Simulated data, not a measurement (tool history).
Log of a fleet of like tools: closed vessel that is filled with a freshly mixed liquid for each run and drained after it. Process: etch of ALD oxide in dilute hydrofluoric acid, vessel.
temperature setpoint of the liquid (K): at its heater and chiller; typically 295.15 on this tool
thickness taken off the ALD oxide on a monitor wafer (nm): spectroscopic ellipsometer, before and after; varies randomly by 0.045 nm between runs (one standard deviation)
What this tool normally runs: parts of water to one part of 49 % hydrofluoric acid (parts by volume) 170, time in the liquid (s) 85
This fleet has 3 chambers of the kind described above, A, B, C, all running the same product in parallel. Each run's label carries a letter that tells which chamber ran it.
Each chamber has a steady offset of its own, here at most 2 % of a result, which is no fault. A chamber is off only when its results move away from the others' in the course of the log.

run	hour	temperature setpoint of the liquid (K)	parts of water to one part of 49 % hydrofluoric acid (parts by volume)	time in the liquid (s)	read-back film thickness of the ALD oxide reference wafer, read on the same gauge (nm)	thickness taken off the ALD oxide on a monitor wafer (nm)
1B	9	295.15	170	85	30.039	8.1761
2A	15.4	295.15	170	85	29.953	8.3495
3C	21.6	295.15	170	85	30.011	8.2892
4A	29.3	295.15	170	85	29.975	8.3134
5B	39.1	295.15	170	85	30.022	8.2355
6C	47.1	295.15	170	85	29.975	8.2044
7B	53.1	295.15	170	125	29.956	12.191
8A	60.3	295.15	170	125	29.967	12.407
9C	69.1	295.15	170	125	30.001	12.031
# hour 74.2: chamber B: thermometer replaced
10B	80.2	295.15	90	85	29.999	16.884
11A	85.5	295.15	90	85	29.965	17.354
12C	92.3	295.15	90	85	29.983	16.866
13C	98.1	295.15	170	85	29.999	8.3503
14B	103.9	295.15	170	85	30.032	8.3508
15A	112.7	295.15	170	85	29.94	8.458
16C	120.7	295.15	170	85	29.985	8.334
17A	128.8	295.15	170	85	29.937	8.4004
18B	139	295.15	170	85	29.984	8.4049
19B	146.4	295.15	210	85	29.988	6.5252
20C	156.3	295.15	210	85	29.99	6.3568
21A	162.7	295.15	210	85	29.986	6.5272
22C	169.9	295.15	170	85	29.992	8.1576
23B	180.9	295.15	170	85	29.976	8.3351
24A	188.1	295.15	170	85	29.96	8.2948
25A	197.1	295.15	170	85	30.001	8.3798
26C	207.4	295.15	170	85	29.971	8.2476
27B	216.7	295.15	170	85	29.967	8.4164
28B	227.2	295.15	170	85	30.01	8.5402
29C	233.6	295.15	170	85	29.991	8.187
30A	244.5	295.15	170	85	29.986	8.4085
31C	251.8	295.15	170	85	30.036	8.3206
32A	256.8	295.15	170	85	30.012	8.436

Is one chamber off against the others, does the gauge drift, or is nothing wrong? If a chamber is off, say which, and what the likeliest cause is.

Chamber B drifts away from the others.
Cause: hydrofluoric acid flow above the setpoint (%) = 3.3.

Which of the 4 candidates below, each the usual settings with something changed and its results left as question marks, puts chamber B back in line with what the other chambers give on the usual settings?
In line means no further than this from the other chambers' mean on the usual settings: thickness taken off the ALD oxide on a monitor wafer (nm) 0.16
33B-1	264.7	295.15	165	85		?
33B-2	264.7	295.15	170	90		?
33B-3	264.7	295.15	170	80		?
33B-4	264.7	295.15	175	85		?

Usual-settings mean across the other chambers: thickness taken off the ALD oxide on a monitor wafer (nm) 8.3045
run	thickness taken off the ALD oxide on a monitor wafer (nm)
33B-1	8.8611
33B-2	9.0639
33B-3	8.0568
33B-4	8.277
33B-4 brings the chamber back in line.
